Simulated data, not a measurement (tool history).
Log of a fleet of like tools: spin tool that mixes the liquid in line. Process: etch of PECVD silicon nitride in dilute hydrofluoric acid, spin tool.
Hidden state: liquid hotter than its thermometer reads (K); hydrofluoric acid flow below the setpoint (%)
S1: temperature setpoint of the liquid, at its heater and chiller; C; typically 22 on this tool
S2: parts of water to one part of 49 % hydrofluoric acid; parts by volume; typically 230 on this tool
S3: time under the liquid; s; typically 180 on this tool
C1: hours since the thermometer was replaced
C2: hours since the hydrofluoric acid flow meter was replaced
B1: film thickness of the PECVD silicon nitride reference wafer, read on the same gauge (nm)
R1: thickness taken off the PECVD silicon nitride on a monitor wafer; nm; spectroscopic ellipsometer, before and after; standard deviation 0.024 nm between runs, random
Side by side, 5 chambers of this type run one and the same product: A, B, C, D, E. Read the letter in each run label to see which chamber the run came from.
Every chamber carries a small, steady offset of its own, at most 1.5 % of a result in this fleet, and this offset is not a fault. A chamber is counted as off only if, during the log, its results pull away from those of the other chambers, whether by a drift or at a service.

run,day,S1,S2,S3,C1,C2,B1,R1
1B,0.208,22,230,180,164.2,1052.4,90.03,3.9124
2E,0.475,22,230,180,393.7,104.4,89.986,3.9769
3D,0.867,22,230,180,1098.6,194.5,89.969,3.9394
4C,1.125,22,230,180,1407.1,88.4,90.009,4.0348
5A,1.546,22,230,180,639.1,1326,90.049,4.0119
6D,1.958,22,230,180,1124.8,220.7,89.95,3.9095
7B,2.271,22,230,180,213.7,1101.9,89.983,3.9023
8A,2.571,22,230,180,663.7,1350.6,89.997,3.9924
9E,2.812,22,230,180,449.8,160.5,89.972,4.0259
10C,3.004,24,230,180,1452.2,133.5,90.015,4.5487
11C,3.367,24,230,180,1460.9,142.2,89.967,4.501
12B,3.642,24,230,180,246.6,1134.8,90.012,4.3594
13E,3.9,24,230,180,475.9,186.6,90.005,4.6095
14D,4.196,24,230,180,1178.5,274.4,89.996,4.5437
15A,4.421,22,230,180,708.1,1395,89.987,3.9509
16C,4.662,22,230,180,1492,173.3,90.024,3.9821
17D,4.958,22,230,180,1196.8,292.7,90.009,3.9022
18E,5.208,22,230,180,507.3,218,90.012,3.9969
19A,5.496,22,230,180,733.9,1420.8,89.992,3.9528
20B,5.892,25,290,180,300.6,1188.8,89.977,3.6153
21A,6.125,25,290,180,749,1435.9,89.96,3.8354
22C,6.346,25,290,180,1532.4,213.7,89.981,3.8775
23B,6.588,25,290,180,317.3,1205.5,89.996,3.6097
24E,6.942,25,290,180,548.9,259.6,89.994,3.8405
25D,7.146,22,230,180,1249.3,345.2,89.967,3.9976
26B,7.383,22,230,180,336.4,1224.6,89.979,3.7096
27D,7.804,22,230,180,1265.1,361,90.02,3.9524
28A,8.154,22,230,180,797.7,1484.6,90.009,3.9599
29C,8.5,22,230,180,1584.1,265.4,90.026,4.0214
30E,8.767,22,230,180,592.7,303.4,89.977,3.9498
31D,9.146,22,230,180,1297.3,393.2,90.003,3.9438
32E,9.392,22,230,180,607.7,318.4,90.022,3.9856
33C,9.592,22,230,180,1610.3,291.6,89.983,3.9894

Is one chamber off against the others, does the gauge drift, or is nothing wrong? If a chamber is off, say which, and what the likeliest cause is.

Little by little, chamber B moves away from the other chambers.
Most likely cause: hydrofluoric acid flow below the setpoint (%) = 7.08.
The log may not tell that from: liquid colder than its thermometer reads (K).

Chamber B could run next with any of the 4 candidate recipes listed below; each alters the usual settings, and their results appear as question marks. Which one brings its results back in line with what the other chambers deliver on the usual settings?
Allowed miss from the other chambers' usual-settings mean, per result, to count as in line: R1 0.084 nm
34B-1,9.892,22,215,195,,,,?
34B-2,9.892,22,250,180,,,,?
34B-3,9.892,22,230,195,,,,?
34B-4,9.892,21.5,230,160,,,,?

On the usual settings, the other chambers give on average: R1 3.978 nm
run,R1
34B-1,4.2739
34B-2,3.4034
34B-3,4.0006
34B-4,3.182
Change 34B-3 lands the chamber within the allowed miss of the other chambers.
